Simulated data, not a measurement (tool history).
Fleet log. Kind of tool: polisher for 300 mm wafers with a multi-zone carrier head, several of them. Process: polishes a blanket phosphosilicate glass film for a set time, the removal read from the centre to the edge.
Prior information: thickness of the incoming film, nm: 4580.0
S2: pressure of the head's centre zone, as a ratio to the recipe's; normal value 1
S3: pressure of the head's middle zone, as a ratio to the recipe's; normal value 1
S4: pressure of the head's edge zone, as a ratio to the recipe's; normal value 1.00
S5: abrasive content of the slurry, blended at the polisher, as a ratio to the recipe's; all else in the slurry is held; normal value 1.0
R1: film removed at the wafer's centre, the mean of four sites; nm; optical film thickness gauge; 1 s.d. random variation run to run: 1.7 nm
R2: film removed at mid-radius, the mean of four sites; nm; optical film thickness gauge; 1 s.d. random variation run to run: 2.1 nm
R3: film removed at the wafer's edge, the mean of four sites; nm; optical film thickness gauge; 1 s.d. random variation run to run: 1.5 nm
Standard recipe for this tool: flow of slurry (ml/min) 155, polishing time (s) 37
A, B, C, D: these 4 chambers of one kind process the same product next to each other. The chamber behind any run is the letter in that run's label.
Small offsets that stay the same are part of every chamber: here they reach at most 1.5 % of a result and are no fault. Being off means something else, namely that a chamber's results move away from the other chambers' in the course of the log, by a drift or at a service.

run 1C hour=5.2 | flow_of_slurry_(ml/min)=155 S2=1 S3=1 S4=1.00 S5=1.0 polishing_time_(s)=37 | R1=216.42 R2=216.19 R3=220.95
run 2D hour=10.4 | flow_of_slurry_(ml/min)=155 S2=1 S3=1 S4=1.00 S5=1.0 polishing_time_(s)=37 | R1=223.12 R2=218.87 R3=221.66
-- hour=16.2 chamber C: worn pad replaced by a new one
run 3B hour=17.5 | flow_of_slurry_(ml/min)=155 S2=1 S3=1 S4=1.00 S5=1.0 polishing_time_(s)=37 | R1=219.71 R2=219.69 R3=218.86
-- hour=18.4 chamber B: worn pad replaced by a new one
run 4A hour=24.0 | flow_of_slurry_(ml/min)=155 S2=1 S3=1 S4=1.00 S5=1.0 polishing_time_(s)=37 | R1=218.24 R2=214.63 R3=217.33
run 5C hour=27.9 | flow_of_slurry_(ml/min)=155 S2=1 S3=1 S4=1.00 S5=1.0 polishing_time_(s)=37 | R1=212.97 R2=221.57 R3=221.90
-- hour=31.1 chamber A: worn pad replaced by a new one
run 6D hour=33.8 | flow_of_slurry_(ml/min)=155 S2=1 S3=1 S4=1.00 S5=1.0 polishing_time_(s)=37 | R1=216.01 R2=218.95 R3=218.43
run 7B hour=41.2 | flow_of_slurry_(ml/min)=155 S2=1 S3=1 S4=1.00 S5=1.0 polishing_time_(s)=37 | R1=222.31 R2=221.32 R3=218.29
run 8A hour=48.7 | flow_of_slurry_(ml/min)=155 S2=1 S3=1 S4=1.00 S5=1.0 polishing_time_(s)=37 | R1=216.10 R2=216.27 R3=218.10
run 9A hour=52.1 | flow_of_slurry_(ml/min)=155 S2=1 S3=1 S4=1.00 S5=1.0 polishing_time_(s)=37 | R1=220.67 R2=219.31 R3=217.24
run 10C hour=57.9 | flow_of_slurry_(ml/min)=155 S2=1 S3=1 S4=1.00 S5=1.0 polishing_time_(s)=37 | R1=214.76 R2=219.36 R3=219.04
run 11B hour=64.7 | flow_of_slurry_(ml/min)=155 S2=1 S3=1 S4=1.11 S5=1.0 polishing_time_(s)=37 | R1=220.66 R2=219.02 R3=233.96
run 12D hour=72.0 | flow_of_slurry_(ml/min)=155 S2=1 S3=1 S4=1.11 S5=1.0 polishing_time_(s)=37 | R1=215.00 R2=214.04 R3=227.06
run 13D hour=77.1 | flow_of_slurry_(ml/min)=155 S2=1 S3=1 S4=1.11 S5=1.0 polishing_time_(s)=37 | R1=214.48 R2=211.77 R3=226.69
run 14B hour=81.2 | flow_of_slurry_(ml/min)=155 S2=1 S3=1 S4=1.11 S5=1.0 polishing_time_(s)=37 | R1=222.21 R2=222.63 R3=233.13
-- hour=81.8 chamber A: worn pad replaced by a new one
run 15A hour=87.8 | flow_of_slurry_(ml/min)=155 S2=1 S3=1 S4=1.00 S5=1.0 polishing_time_(s)=37 | R1=220.13 R2=216.20 R3=218.20
run 16C hour=91.2 | flow_of_slurry_(ml/min)=155 S2=1 S3=1 S4=1.00 S5=1.0 polishing_time_(s)=37 | R1=215.72 R2=216.03 R3=222.49
run 17B hour=96.6 | flow_of_slurry_(ml/min)=155 S2=1 S3=1 S4=1.00 S5=1.0 polishing_time_(s)=37 | R1=220.18 R2=216.92 R3=222.67
run 18A hour=103.3 | flow_of_slurry_(ml/min)=155 S2=1 S3=1 S4=1.00 S5=1.0 polishing_time_(s)=37 | R1=219.73 R2=223.67 R3=219.09
run 19D hour=108.3 | flow_of_slurry_(ml/min)=155 S2=1 S3=1 S4=1.00 S5=1.0 polishing_time_(s)=37 | R1=210.35 R2=213.66 R3=211.16
-- hour=112.9 chamber B: worn pad replaced by a new one
run 20C hour=114.1 | flow_of_slurry_(ml/min)=155 S2=1 S3=1 S4=1.00 S5=1.0 polishing_time_(s)=37 | R1=216.81 R2=220.24 R3=220.60
run 21D hour=119.1 | flow_of_slurry_(ml/min)=155 S2=1 S3=1 S4=1.00 S5=1.0 polishing_time_(s)=37 | R1=211.41 R2=211.74 R3=210.91
-- hour=122.2 chamber C: worn pad replaced by a new one
run 22C hour=122.9 | flow_of_slurry_(ml/min)=155 S2=1 S3=1 S4=1.00 S5=1.0 polishing_time_(s)=37 | R1=214.24 R2=217.58 R3=219.78
run 23A hour=128.4 | flow_of_slurry_(ml/min)=155 S2=1 S3=1 S4=1.00 S5=1.0 polishing_time_(s)=37 | R1=219.24 R2=217.18 R3=220.10
-- hour=130.6 chamber C: slurry nozzle cleaned
run 24B hour=135.0 | flow_of_slurry_(ml/min)=155 S2=1 S3=1 S4=1.04 S5=1.0 polishing_time_(s)=25 | R1=149.08 R2=150.26 R3=151.45
run 25A hour=141.9 | flow_of_slurry_(ml/min)=155 S2=1 S3=1 S4=1.04 S5=1.0 polishing_time_(s)=25 | R1=147.72 R2=149.66 R3=149.93
run 26B hour=145.9 | flow_of_slurry_(ml/min)=155 S2=1 S3=1 S4=1.04 S5=1.0 polishing_time_(s)=25 | R1=148.52 R2=150.07 R3=151.66
run 27C hour=149.9 | flow_of_slurry_(ml/min)=155 S2=1 S3=1 S4=1.04 S5=1.0 polishing_time_(s)=25 | R1=145.18 R2=150.07 R3=153.31
run 28D hour=154.0 | flow_of_slurry_(ml/min)=155 S2=1 S3=1 S4=1.00 S5=1.0 polishing_time_(s)=37 | R1=208.85 R2=204.66 R3=207.83
run 29C hour=157.4 | flow_of_slurry_(ml/min)=155 S2=1 S3=1 S4=1.00 S5=1.0 polishing_time_(s)=37 | R1=217.18 R2=222.30 R3=219.83
run 30B hour=161.9 | flow_of_slurry_(ml/min)=155 S2=1 S3=1 S4=1.00 S5=0.8 polishing_time_(s)=37 | R1=197.76 R2=195.91 R3=195.83

All 4 chambers run these settings next. Forecast each chamber's results:
run 31A hour=167.3 | flow_of_slurry_(ml/min)=155 S2=1 S3=1 S4=1.00 S5=1.0 polishing_time_(s)=37 | R1=? R2=? R3=?
run 31B hour=167.3 | flow_of_slurry_(ml/min)=155 S2=1 S3=1 S4=1.00 S5=1.0 polishing_time_(s)=37 | R1=? R2=? R3=?
run 31C hour=167.3 | flow_of_slurry_(ml/min)=155 S2=1 S3=1 S4=1.00 S5=1.0 polishing_time_(s)=37 | R1=? R2=? R3=?
run 31D hour=167.3 | flow_of_slurry_(ml/min)=155 S2=1 S3=1 S4=1.00 S5=1.0 polishing_time_(s)=37 | R1=? R2=? R3=?

run=31A R1=220.92 R2=217.91 R3=220.02
run=31B R1=217.99 R2=222.62 R3=216.38
run=31C R1=215.56 R2=220.29 R3=224.18
run=31D R1=205.13 R2=208.58 R3=205.86
